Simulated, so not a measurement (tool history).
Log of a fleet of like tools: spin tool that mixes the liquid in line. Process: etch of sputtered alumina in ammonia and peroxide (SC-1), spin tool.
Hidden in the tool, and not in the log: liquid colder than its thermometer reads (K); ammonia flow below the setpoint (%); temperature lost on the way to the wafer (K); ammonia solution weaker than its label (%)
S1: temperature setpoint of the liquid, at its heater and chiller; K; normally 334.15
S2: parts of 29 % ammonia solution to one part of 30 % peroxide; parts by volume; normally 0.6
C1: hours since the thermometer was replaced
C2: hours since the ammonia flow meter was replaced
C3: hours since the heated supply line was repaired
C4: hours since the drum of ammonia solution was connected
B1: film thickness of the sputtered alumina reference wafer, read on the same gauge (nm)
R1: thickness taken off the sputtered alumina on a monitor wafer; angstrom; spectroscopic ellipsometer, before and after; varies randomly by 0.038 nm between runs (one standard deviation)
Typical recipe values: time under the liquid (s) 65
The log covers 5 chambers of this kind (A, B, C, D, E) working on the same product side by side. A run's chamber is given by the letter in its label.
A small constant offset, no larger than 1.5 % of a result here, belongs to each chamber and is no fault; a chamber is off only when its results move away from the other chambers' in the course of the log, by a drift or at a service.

run 1C day=0.367 | S1=334.15 S2=0.6 time_under_the_liquid_(s)=65 | C1=23 C2=130.6 C3=381.1 C4=248.9 | B1=130.03 | R1=54.035
run 2E day=0.575 | S1=334.15 S2=0.6 time_under_the_liquid_(s)=65 | C1=389 C2=341.2 C3=3171.9 C4=371.2 | B1=130.01 | R1=53.478
run 3A day=0.804 | S1=334.15 S2=0.6 time_under_the_liquid_(s)=65 | C1=241.8 C2=121.7 C3=655 C4=958.8 | B1=130.01 | R1=52.329
run 4B day=1.012 | S1=334.15 S2=0.6 time_under_the_liquid_(s)=65 | C1=635.6 C2=296.5 C3=2009.2 C4=200.2 | B1=129.95 | R1=53.162
run 5D day=1.371 | S1=330.15 S2=0.4 time_under_the_liquid_(s)=65 | C1=144.2 C2=486.1 C3=3113.4 C4=34.6 | B1=130.01 | R1=41.005
run 6E day=1.679 | S1=330.15 S2=0.4 time_under_the_liquid_(s)=65 | C1=415.5 C2=367.7 C3=3198.4 C4=397.7 | B1=129.96 | R1=41.253
run 7C day=1.958 | S1=330.15 S2=0.4 time_under_the_liquid_(s)=65 | C1=61.2 C2=168.8 C3=419.3 C4=287.1 | B1=130 | R1=41.851
run 8A day=2.221 | S1=330.15 S2=0.4 time_under_the_liquid_(s)=65 | C1=275.8 C2=155.7 C3=689 C4=992.8 | B1=129.98 | R1=41.949
run 9D day=2.533 | S1=330.15 S2=0.4 time_under_the_liquid_(s)=65 | C1=172.1 C2=514 C3=3141.3 C4=62.5 | B1=130.02 | R1=41.606
run 10B day=2.712 | S1=334.15 S2=0.6 time_under_the_liquid_(s)=65 | C1=676.4 C2=337.3 C3=2050 C4=241 | B1=130.02 | R1=53.052
run 11C day=3.112 | S1=334.15 S2=0.6 time_under_the_liquid_(s)=65 | C1=88.9 C2=196.5 C3=447 C4=314.8 | B1=130.03 | R1=53.169
run 12B day=3.396 | S1=334.15 S2=0.6 time_under_the_liquid_(s)=65 | C1=692.8 C2=353.7 C3=2066.4 C4=257.4 | B1=130.02 | R1=52.81
run 13A day=3.612 | S1=334.15 S2=0.6 time_under_the_liquid_(s)=65 | C1=309.2 C2=189.1 C3=722.4 C4=1026.2 | B1=129.95 | R1=52.861
run 14D day=3.929 | S1=334.15 S2=0.6 time_under_the_liquid_(s)=65 | C1=205.6 C2=547.5 C3=3174.8 C4=96 | B1=130.05 | R1=52.654
run 15E day=4.233 | S1=334.15 S2=0.6 time_under_the_liquid_(s)=65 | C1=476.8 C2=429 C3=3259.7 C4=459 | B1=130 | R1=53.334
run 16C day=4.525 | S1=334.15 S2=0.6 time_under_the_liquid_(s)=65 | C1=122.8 C2=230.4 C3=480.9 C4=348.7 | B1=130 | R1=53.123
run 17D day=4.879 | S1=334.15 S2=0.6 time_under_the_liquid_(s)=65 | C1=228.4 C2=570.3 C3=3197.6 C4=118.8 | B1=130.05 | R1=52.552
run 18E day=5.15 | S1=334.15 S2=0.6 time_under_the_liquid_(s)=65 | C1=498.8 C2=451 C3=3281.7 C4=481 | B1=130 | R1=53.7
run 19A day=5.5 | S1=334.15 S2=0.6 time_under_the_liquid_(s)=65 | C1=354.5 C2=234.4 C3=767.7 C4=1071.5 | B1=130.01 | R1=52.652
-- day=5.588 chamber E: thermometer replaced
run 20B day=5.846 | S1=334.15 S2=0.6 time_under_the_liquid_(s)=65 | C1=751.6 C2=412.5 C3=2125.2 C4=316.2 | B1=130.02 | R1=52.164
run 21D day=6.175 | S1=334.15 S2=0.6 time_under_the_liquid_(s)=65 | C1=259.5 C2=601.4 C3=3228.7 C4=149.9 | B1=130 | R1=52.786
-- day=6.404 chamber E: new drum of ammonia solution connected
run 22C day=6.417 | S1=334.15 S2=0.6 time_under_the_liquid_(s)=65 | C1=168.2 C2=275.8 C3=526.3 C4=394.1 | B1=130.01 | R1=52.684
run 23B day=6.7 | S1=334.15 S2=0.6 time_under_the_liquid_(s)=65 | C1=772.1 C2=433 C3=2145.7 C4=336.7 | B1=129.97 | R1=52.176
run 24E day=7.071 | S1=334.15 S2=0.6 time_under_the_liquid_(s)=65 | C1=35.6 C2=497.1 C3=3327.8 C4=16.1 | B1=129.99 | R1=52.878
run 25A day=7.262 | S1=327.65 S2=0.6 time_under_the_liquid_(s)=65 | C1=396.8 C2=276.7 C3=810 C4=1113.8 | B1=130.03 | R1=37.823
run 26E day=7.633 | S1=327.65 S2=0.6 time_under_the_liquid_(s)=65 | C1=49.1 C2=510.6 C3=3341.3 C4=29.6 | B1=130.03 | R1=38.485
run 27C day=7.871 | S1=327.65 S2=0.6 time_under_the_liquid_(s)=65 | C1=203.1 C2=310.7 C3=561.2 C4=429 | B1=129.98 | R1=37.877
run 28B day=8.083 | S1=327.65 S2=0.6 time_under_the_liquid_(s)=65 | C1=805.3 C2=466.2 C3=2178.9 C4=369.9 | B1=129.96 | R1=36.488
run 29D day=8.408 | S1=327.65 S2=0.6 time_under_the_liquid_(s)=65 | C1=313.1 C2=655 C3=3282.3 C4=203.5 | B1=130 | R1=37.587
run 30A day=8.808 | S1=334.15 S2=0.6 time_under_the_liquid_(s)=65 | C1=433.9 C2=313.8 C3=847.1 C4=1150.9 | B1=129.99 | R1=53.294
run 31A day=9.054 | S1=334.15 S2=0.6 time_under_the_liquid_(s)=65 | C1=439.8 C2=319.7 C3=853 C4=1156.8 | B1=129.99 | R1=52.93
run 32D day=9.425 | S1=334.15 S2=0.6 time_under_the_liquid_(s)=65 | C1=337.5 C2=679.4 C3=3306.7 C4=227.9 | B1=130.05 | R1=52.599
run 33E day=9.6 | S1=334.15 S2=0.6 time_under_the_liquid_(s)=65 | C1=96.3 C2=557.8 C3=3388.5 C4=76.8 | B1=130.01 | R1=54.114
run 34C day=9.879 | S1=334.15 S2=0.6 time_under_the_liquid_(s)=65 | C1=251.3 C2=358.9 C3=609.4 C4=477.2 | B1=130.02 | R1=53.638
run 35B day=10.221 | S1=334.15 S2=0.6 time_under_the_liquid_(s)=65 | C1=856.6 C2=517.5 C3=2230.2 C4=421.2 | B1=130.02 | R1=50.867
-- day=10.45 chamber E: heated supply line repaired
run 36C day=10.538 | S1=334.15 S2=0.6 time_under_the_liquid_(s)=65 | C1=267.1 C2=374.7 C3=625.2 C4=493 | B1=129.92 | R1=52.625
run 37E day=10.738 | S1=334.15 S2=0.45 time_under_the_liquid_(s)=30 | C1=123.6 C2=585.1 C3=6.9 C4=104.1 | B1=130.03 | R1=24.295
run 38B day=11.146 | S1=334.15 S2=0.45 time_under_the_liquid_(s)=30 | C1=878.8 C2=539.7 C3=2252.4 C4=443.4 | B1=129.98 | R1=22.547
run 39D day=11.488 | S1=334.15 S2=0.45 time_under_the_liquid_(s)=30 | C1=387 C2=728.9 C3=3356.2 C4=277.4 | B1=129.97 | R1=23.357
run 40A day=11.717 | S1=334.15 S2=0.45 time_under_the_liquid_(s)=30 | C1=503.7 C2=383.6 C3=916.9 C4=1220.7 | B1=130.03 | R1=23.642
run 41C day=12.075 | S1=334.15 S2=0.45 time_under_the_liquid_(s)=30 | C1=304 C2=411.6 C3=662.1 C4=529.9 | B1=130 | R1=23.691
run 42B day=12.417 | S1=334.15 S2=0.35 time_under_the_liquid_(s)=100 | C1=909.3 C2=570.2 C3=2282.9 C4=473.9 | B1=129.97 | R1=73.544
-- day=12.546 chamber A: new drum of ammonia solution connected
run 43A day=12.825 | S1=334.15 S2=0.35 time_under_the_liquid_(s)=100 | C1=530.3 C2=410.2 C3=943.5 C4=6.8 | B1=130.01 | R1=78.19
run 44E day=13.133 | S1=334.15 S2=0.35 time_under_the_liquid_(s)=100 | C1=181.1 C2=642.6 C3=64.4 C4=161.6 | B1=130.03 | R1=77.971

Decide between three cases: one chamber stands off from its peers, the gauge reading all wafers drifts, or nothing is wrong past each chamber's small offset. Where a chamber is off, say which and what most likely put it there.

Chamber B drifts away from the others.
Most likely cause: temperature lost on the way to the wafer (K) = 1.19.
The log may not tell that from: liquid colder than its thermometer reads (K).

Which of the 4 candidates below, each the usual settings with something changed and its results left as question marks, puts chamber B back in line with what the other chambers give on the usual settings?
A result is in line if it is within this distance of the other chambers' mean on the usual settings: R1 1.3 angstrom
run 45B-1 day=13.429 | S1=334.65 S2=0.6 time_under_the_liquid_(s)=65 | R1=?
run 45B-2 day=13.429 | S1=333.15 S2=0.6 time_under_the_liquid_(s)=65 | R1=?
run 45B-3 day=13.429 | S1=335.15 S2=0.6 time_under_the_liquid_(s)=65 | R1=?
run 45B-4 day=13.429 | S1=333.65 S2=0.6 time_under_the_liquid_(s)=65 | R1=?

The mean the other chambers reach with the usual settings: R1 53.193 angstrom
run=45B-1 R1=51.305
run=45B-2 R1=47.516
run=45B-3 R1=52.634
run=45B-4 R1=48.734
Change 45B-3 lands the chamber within the allowed miss of the other chambers.
